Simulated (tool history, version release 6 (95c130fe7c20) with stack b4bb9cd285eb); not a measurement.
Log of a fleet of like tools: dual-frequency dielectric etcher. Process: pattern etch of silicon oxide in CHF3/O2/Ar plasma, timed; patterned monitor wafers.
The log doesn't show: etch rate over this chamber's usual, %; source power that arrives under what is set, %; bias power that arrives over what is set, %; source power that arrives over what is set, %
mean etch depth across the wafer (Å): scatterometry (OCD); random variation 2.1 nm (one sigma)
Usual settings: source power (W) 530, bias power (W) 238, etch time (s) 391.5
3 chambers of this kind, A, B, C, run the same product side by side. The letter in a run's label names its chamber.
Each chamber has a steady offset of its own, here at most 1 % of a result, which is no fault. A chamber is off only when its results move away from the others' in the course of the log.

run,hour,source power (W),bias power (W),etch time (s),hours since the last wet clean,hours since the last source power generator calibration,hours since the last bias power generator calibration,"read-back reference wafer on the same gauge, depth_nm",mean etch depth across the wafer (Å)
1C,3.8,530,238,391.5,182.3,1588.3,2686.0,837.12,8168.6
2B,7.6,530,238,391.5,17.7,3003.9,1844.6,836.81,8107.8
3A,14.6,530,238,391.5,360.8,1242.5,359.6,837.26,8133.8
4C,20.7,530,238,391.5,199.2,1605.2,2702.9,837.56,8176.0
5B,26.3,530,238,391.5,36.4,3022.6,1863.3,837.79,8095.9
6A,29.7,530,238,391.5,375.9,1257.6,374.7,837.13,8148.0
7A,34.2,530,238,391.5,380.4,1262.1,379.2,837.05,8142.0
8C,40.0,530,238,391.5,218.5,1624.5,2722.2,836.66,8165.7
# hour 45.0: chamber A: wet clean of the chamber
9B,45.6,490,279,391.5,55.7,3041.9,1882.6,837.14,8316.3
10C,50.7,490,279,391.5,229.2,1635.2,2732.9,837.23,8425.1
11B,53.9,490,279,391.5,64.0,3050.2,1890.9,837.20,8340.9
12A,57.2,530,238,391.5,12.2,1285.1,402.2,836.60,8132.1
13B,60.7,530,238,391.5,70.8,3057.0,1897.7,837.10,8123.7
14A,65.0,530,238,391.5,20.0,1292.9,410.0,837.14,8119.1
15C,69.7,530,238,391.5,248.2,1654.2,2751.9,837.34,8177.0
16A,72.9,530,238,391.5,27.9,1300.8,417.9,836.74,8116.5
17B,79.6,530,238,391.5,89.7,3075.9,1916.6,837.05,8088.0
18C,84.2,530,238,391.5,262.7,1668.7,2766.4,837.14,8193.5
19A,90.7,530,238,391.5,45.7,1318.6,435.7,836.97,8139.1
20C,94.0,530,238,391.5,272.5,1678.5,2776.2,837.26,8194.7
21B,100.1,530,238,391.5,110.2,3096.4,1937.1,836.99,8129.2
22B,103.7,530,238,391.5,113.8,3100.0,1940.7,837.80,8107.9
23A,107.9,530,238,391.5,62.9,1335.8,452.9,837.26,8148.9
24C,113.1,620,214,391.5,291.6,1697.6,2795.3,836.97,8363.1
25B,119.1,620,214,391.5,129.2,3115.4,1956.1,836.67,8299.5
26C,123.0,620,214,391.5,301.5,1707.5,2805.2,836.49,8406.1
27A,128.4,530,238,391.5,83.4,1356.3,473.4,837.27,8157.0
28B,133.1,530,238,353.0,143.2,3129.4,1970.1,837.14,7290.5
29C,139.7,530,238,353.0,318.2,1724.2,2821.9,836.79,7373.0
30A,144.3,530,238,353.0,99.3,1372.2,489.3,837.44,7343.0
31B,147.9,530,238,391.5,158.0,3144.2,1984.9,837.11,8152.1
32A,152.5,530,238,391.5,107.5,1380.4,497.5,837.17,8157.3
33C,156.4,530,238,391.5,334.9,1740.9,2838.6,837.21,8172.9

Is one chamber off against the others, does the gauge drift, or is nothing wrong? If a chamber is off, say which, and what the likeliest cause is.

No chamber stands off beyond its own small offset, and the gauge holds steady.
